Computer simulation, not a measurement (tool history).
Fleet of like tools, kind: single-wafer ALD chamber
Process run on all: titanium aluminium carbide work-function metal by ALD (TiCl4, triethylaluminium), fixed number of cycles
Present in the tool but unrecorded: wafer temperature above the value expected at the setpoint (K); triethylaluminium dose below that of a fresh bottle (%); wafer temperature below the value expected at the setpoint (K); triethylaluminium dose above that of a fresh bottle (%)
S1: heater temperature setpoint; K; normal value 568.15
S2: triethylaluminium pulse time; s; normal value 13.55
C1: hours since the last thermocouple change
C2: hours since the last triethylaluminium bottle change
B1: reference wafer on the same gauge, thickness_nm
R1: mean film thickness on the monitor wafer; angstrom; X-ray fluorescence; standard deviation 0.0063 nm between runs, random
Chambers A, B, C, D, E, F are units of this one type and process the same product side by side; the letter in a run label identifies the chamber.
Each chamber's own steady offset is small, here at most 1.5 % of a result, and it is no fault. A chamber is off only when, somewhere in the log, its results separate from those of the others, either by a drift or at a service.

{"run": "1A", "hour": 12.4, "S1": 568.15, "S2": 13.55, "C1": 1351.4, "C2": 450.2, "B1": 2.0509, "R1": 20.03}
{"run": "2F", "hour": 20.0, "S1": 568.15, "S2": 13.55, "C1": 812.3, "C2": 529.6, "B1": 2.0508, "R1": 20.075}
{"run": "3D", "hour": 26.2, "S1": 568.15, "S2": 13.55, "C1": 283.8, "C2": 818.0, "B1": 2.0507, "R1": 19.96}
{"run": "4C", "hour": 37.8, "S1": 568.15, "S2": 13.55, "C1": 79.3, "C2": 1073.8, "B1": 2.0502, "R1": 19.746}
{"run": "5B", "hour": 43.8, "S1": 568.15, "S2": 13.55, "C1": 64.9, "C2": 408.4, "B1": 2.0498, "R1": 20.124}
{"run": "6E", "hour": 51.2, "S1": 568.15, "S2": 13.55, "C1": 1736.4, "C2": 366.5, "B1": 2.051, "R1": 20.268}
{"run": "7B", "hour": 62.0, "S1": 568.15, "S2": 13.55, "C1": 83.1, "C2": 426.6, "B1": 2.0501, "R1": 20.031}
{"run": "8F", "hour": 68.4, "S1": 568.15, "S2": 13.55, "C1": 860.7, "C2": 578.0, "B1": 2.0511, "R1": 19.976}
{"hour": 70.4, "done": "chamber C: triethylaluminium bottle replaced"}
{"run": "9C", "hour": 80.8, "S1": 568.15, "S2": 13.55, "C1": 122.3, "C2": 10.5, "B1": 2.0499, "R1": 19.802}
{"run": "10E", "hour": 87.4, "S1": 568.15, "S2": 13.55, "C1": 1772.6, "C2": 402.7, "B1": 2.0497, "R1": 20.32}
{"run": "11D", "hour": 98.1, "S1": 568.15, "S2": 13.55, "C1": 355.7, "C2": 889.9, "B1": 2.0497, "R1": 19.982}
{"run": "12A", "hour": 106.6, "S1": 568.15, "S2": 13.55, "C1": 1445.6, "C2": 544.4, "B1": 2.0497, "R1": 19.999}
{"run": "13C", "hour": 116.5, "S1": 561.15, "S2": 9.44, "C1": 158.0, "C2": 46.2, "B1": 2.0504, "R1": 18.67}
{"run": "14E", "hour": 123.8, "S1": 561.15, "S2": 9.44, "C1": 1809.0, "C2": 439.1, "B1": 2.051, "R1": 18.927}
{"run": "15A", "hour": 132.5, "S1": 561.15, "S2": 9.44, "C1": 1471.5, "C2": 570.3, "B1": 2.0491, "R1": 18.654}
{"run": "16B", "hour": 140.6, "S1": 561.15, "S2": 9.44, "C1": 161.7, "C2": 505.2, "B1": 2.0512, "R1": 18.991}
{"run": "17F", "hour": 151.2, "S1": 561.15, "S2": 9.44, "C1": 943.5, "C2": 660.8, "B1": 2.0486, "R1": 18.853}
{"run": "18D", "hour": 163.0, "S1": 561.15, "S2": 9.44, "C1": 420.6, "C2": 954.8, "B1": 2.0501, "R1": 18.823}
{"run": "19F", "hour": 170.8, "S1": 579.15, "S2": 17.81, "C1": 963.1, "C2": 680.4, "B1": 2.05, "R1": 21.163}
{"run": "20E", "hour": 181.9, "S1": 579.15, "S2": 17.81, "C1": 1867.1, "C2": 497.2, "B1": 2.0508, "R1": 21.464}
{"run": "21C", "hour": 188.5, "S1": 579.15, "S2": 17.81, "C1": 230.0, "C2": 118.2, "B1": 2.0495, "R1": 20.835}
{"run": "22B", "hour": 200.6, "S1": 579.15, "S2": 17.81, "C1": 221.7, "C2": 565.2, "B1": 2.0508, "R1": 21.399}
{"run": "23A", "hour": 206.5, "S1": 579.15, "S2": 17.81, "C1": 1545.5, "C2": 644.3, "B1": 2.0493, "R1": 21.119}
{"run": "24D", "hour": 213.2, "S1": 579.15, "S2": 17.81, "C1": 470.8, "C2": 1005.0, "B1": 2.0494, "R1": 21.24}
{"run": "25F", "hour": 224.9, "S1": 568.15, "S2": 13.55, "C1": 1017.2, "C2": 734.5, "B1": 2.0496, "R1": 19.929}
{"run": "26B", "hour": 235.8, "S1": 568.15, "S2": 13.55, "C1": 256.9, "C2": 600.4, "B1": 2.0506, "R1": 20.054}
{"run": "27C", "hour": 243.9, "S1": 568.15, "S2": 13.55, "C1": 285.4, "C2": 173.6, "B1": 2.0517, "R1": 19.746}
{"run": "28E", "hour": 255.3, "S1": 560.15, "S2": 13.55, "C1": 1940.5, "C2": 570.6, "B1": 2.0497, "R1": 19.511}
{"run": "29A", "hour": 262.8, "S1": 560.15, "S2": 13.55, "C1": 1601.8, "C2": 700.6, "B1": 2.0504, "R1": 19.236}
{"run": "30D", "hour": 268.9, "S1": 560.15, "S2": 13.55, "C1": 526.5, "C2": 1060.7, "B1": 2.0502, "R1": 19.319}
{"hour": 272.6, "done": "chamber A: triethylaluminium bottle replaced"}
{"run": "31A", "hour": 278.4, "S1": 560.15, "S2": 13.55, "C1": 1617.4, "C2": 5.9, "B1": 2.0497, "R1": 19.148}
{"run": "32E", "hour": 289.2, "S1": 560.15, "S2": 13.55, "C1": 1974.4, "C2": 604.5, "B1": 2.0487, "R1": 19.539}
{"run": "33B", "hour": 296.3, "S1": 560.15, "S2": 13.55, "C1": 317.4, "C2": 660.9, "B1": 2.0485, "R1": 19.364}
{"run": "34F", "hour": 305.5, "S1": 568.15, "S2": 13.55, "C1": 1097.8, "C2": 815.1, "B1": 2.0488, "R1": 20.044}
{"run": "35C", "hour": 315.8, "S1": 568.15, "S2": 13.55, "C1": 357.3, "C2": 245.5, "B1": 2.0517, "R1": 19.71}
{"run": "36D", "hour": 325.6, "S1": 568.15, "S2": 13.55, "C1": 583.2, "C2": 1117.4, "B1": 2.0519, "R1": 20.097}
{"hour": 332.4, "done": "chamber B: triethylaluminium bottle replaced"}
{"run": "37F", "hour": 335.8, "S1": 568.15, "S2": 13.55, "C1": 1128.1, "C2": 845.4, "B1": 2.0474, "R1": 20.058}
{"run": "38D", "hour": 342.7, "S1": 568.15, "S2": 13.55, "C1": 600.3, "C2": 1134.5, "B1": 2.0489, "R1": 19.987}
{"run": "39E", "hour": 350.3, "S1": 568.15, "S2": 18.75, "C1": 2035.5, "C2": 665.6, "B1": 2.0494, "R1": 20.482}
{"run": "40C", "hour": 362.8, "S1": 568.15, "S2": 18.75, "C1": 404.3, "C2": 292.5, "B1": 2.0489, "R1": 19.9}
{"run": "41A", "hour": 371.3, "S1": 568.15, "S2": 18.75, "C1": 1710.3, "C2": 98.8, "B1": 2.0492, "R1": 20.039}
{"run": "42B", "hour": 381.6, "S1": 568.15, "S2": 18.75, "C1": 402.7, "C2": 49.3, "B1": 2.0502, "R1": 20.193}
{"run": "43E", "hour": 388.6, "S1": 568.15, "S2": 18.75, "C1": 2073.8, "C2": 703.9, "B1": 2.0491, "R1": 20.543}
{"run": "44F", "hour": 399.9, "S1": 568.15, "S2": 18.75, "C1": 1192.2, "C2": 909.5, "B1": 2.0515, "R1": 20.179}

Is one chamber out of step, is the gauge drifting, or do the chambers differ by no more than their own small offsets? For an off chamber, give its letter and the likeliest cause.

Neither any chamber nor the gauge drifts; the chambers differ only by their own small, steady offsets.
